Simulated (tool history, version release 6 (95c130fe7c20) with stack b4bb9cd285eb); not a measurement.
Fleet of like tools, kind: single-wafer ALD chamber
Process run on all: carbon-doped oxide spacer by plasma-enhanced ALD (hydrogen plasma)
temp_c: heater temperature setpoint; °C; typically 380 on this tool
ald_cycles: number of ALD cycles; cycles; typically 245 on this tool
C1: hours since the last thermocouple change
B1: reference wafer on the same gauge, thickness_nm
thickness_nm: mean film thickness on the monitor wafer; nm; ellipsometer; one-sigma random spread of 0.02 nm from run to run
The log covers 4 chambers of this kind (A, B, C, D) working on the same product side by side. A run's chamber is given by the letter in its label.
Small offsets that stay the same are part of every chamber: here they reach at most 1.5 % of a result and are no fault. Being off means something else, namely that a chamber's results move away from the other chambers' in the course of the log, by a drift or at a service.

At day 0.267: chamber B: thermocouple changed; heater temperature recalibrated.
Run 1D, day 0.417: usual settings; C1 598.8; B1 10.292. Result: thickness_nm 12.136 nm.
Run 2A, day 0.775: usual settings; C1 571.4; B1 10.294. Result: thickness_nm 12.376 nm.
Run 3B, day 1.142: usual settings; C1 21; B1 10.294. Result: thickness_nm 12.242 nm.
Run 4C, day 1.375: usual settings; C1 277.6; B1 10.295. Result: thickness_nm 12.299 nm.
Run 5B, day 1.788: usual settings but temp_c 389 °C, ald_cycles 217 cycles; C1 36.5; B1 10.294. Result: thickness_nm 10.843 nm.
Run 6D, day 2.117: usual settings but temp_c 389 °C, ald_cycles 217 cycles; C1 639.6; B1 10.287. Result: thickness_nm 10.767 nm.
Run 7C, day 2.479: usual settings but temp_c 389 °C, ald_cycles 217 cycles; C1 304.1; B1 10.286. Result: thickness_nm 10.868 nm.
Run 8A, day 2.983: usual settings but temp_c 389 °C, ald_cycles 217 cycles; C1 624.4; B1 10.289. Result: thickness_nm 10.956 nm.
Run 9D, day 3.317: usual settings; C1 668.4; B1 10.279. Result: thickness_nm 12.115 nm.
Run 10B, day 3.546: usual settings; C1 78.7; B1 10.284. Result: thickness_nm 12.246 nm.
Run 11C, day 3.925: usual settings; C1 338.8; B1 10.28. Result: thickness_nm 12.259 nm.
Run 12A, day 4.392: usual settings; C1 658.2; B1 10.28. Result: thickness_nm 12.363 nm.
Run 13A, day 4.908: usual settings; C1 670.6; B1 10.275. Result: thickness_nm 12.356 nm.
Run 14D, day 5.179: usual settings; C1 713.1; B1 10.278. Result: thickness_nm 12.099 nm.
Run 15C, day 5.504: usual settings; C1 376.7; B1 10.273. Result: thickness_nm 12.273 nm.
Run 16B, day 5.821: usual settings; C1 133.3; B1 10.274. Result: thickness_nm 12.225 nm.
Run 17B, day 6.204: usual settings; C1 142.5; B1 10.272. Result: thickness_nm 12.23 nm.
Run 18D, day 6.517: usual settings; C1 745.2; B1 10.269. Result: thickness_nm 12.125 nm.
Run 19A, day 7.033: usual settings; C1 721.6; B1 10.268. Result: thickness_nm 12.356 nm.
Run 20C, day 7.346: usual settings; C1 420.9; B1 10.266. Result: thickness_nm 12.244 nm.
Run 21D, day 7.729: usual settings; C1 774.3; B1 10.259. Result: thickness_nm 12.075 nm.
Run 22C, day 8.154: usual settings; C1 440.3; B1 10.258. Result: thickness_nm 12.267 nm.
Run 23A, day 8.454: usual settings but temp_c 370 °C, ald_cycles 287 cycles; C1 755.7; B1 10.26. Result: thickness_nm 14.452 nm.
Run 24B, day 8.792: usual settings but temp_c 370 °C, ald_cycles 287 cycles; C1 204.6; B1 10.256. Result: thickness_nm 14.277 nm.
Run 25D, day 9.054: usual settings but temp_c 370 °C, ald_cycles 287 cycles; C1 806.1; B1 10.256. Result: thickness_nm 14.154 nm.
Run 26C, day 9.367: usual settings but temp_c 370 °C, ald_cycles 287 cycles; C1 469.4; B1 10.253. Result: thickness_nm 14.326 nm.
Run 27B, day 9.738: usual settings; C1 227.3; B1 10.25. Result: thickness_nm 12.165 nm.
Run 28A, day 10.025: usual settings; C1 793.4; B1 10.248. Result: thickness_nm 12.355 nm.
Run 29A, day 10.35: usual settings; C1 801.2; B1 10.246. Result: thickness_nm 12.298 nm.
Run 30D, day 10.792: usual settings but temp_c 372 °C, ald_cycles 261 cycles; C1 847.8; B1 10.25. Result: thickness_nm 12.852 nm.
Run 31B, day 11.308: usual settings but temp_c 372 °C, ald_cycles 261 cycles; C1 265; B1 10.24. Result: thickness_nm 12.966 nm.
Run 32C, day 11.638: usual settings but temp_c 372 °C, ald_cycles 261 cycles; C1 523.9; B1 10.241. Result: thickness_nm 12.996 nm.
Run 33B, day 12.088: usual settings but temp_c 372 °C, ald_cycles 261 cycles; C1 283.7; B1 10.243. Result: thickness_nm 12.975 nm.
Run 34A, day 12.421: usual settings; C1 850.9; B1 10.239. Result: thickness_nm 12.358 nm.
Run 35C, day 12.867: usual settings; C1 553.4; B1 10.233. Result: thickness_nm 12.236 nm.
Run 36D, day 13.375: usual settings; C1 909.8; B1 10.232. Result: thickness_nm 12.06 nm.

Next, all 4 chambers run the settings below, one line each with question marks for the results. What does each chamber give?
Run 37A, day 13.754: usual settings. Result: thickness_nm ?.
Run 37B, day 13.754: usual settings. Result: thickness_nm ?.
Run 37C, day 13.754: usual settings. Result: thickness_nm ?.
Run 37D, day 13.754: usual settings. Result: thickness_nm ?.

run  thickness_nm
37A         12.31
37B        12.182
37C        12.188
37D        12.029
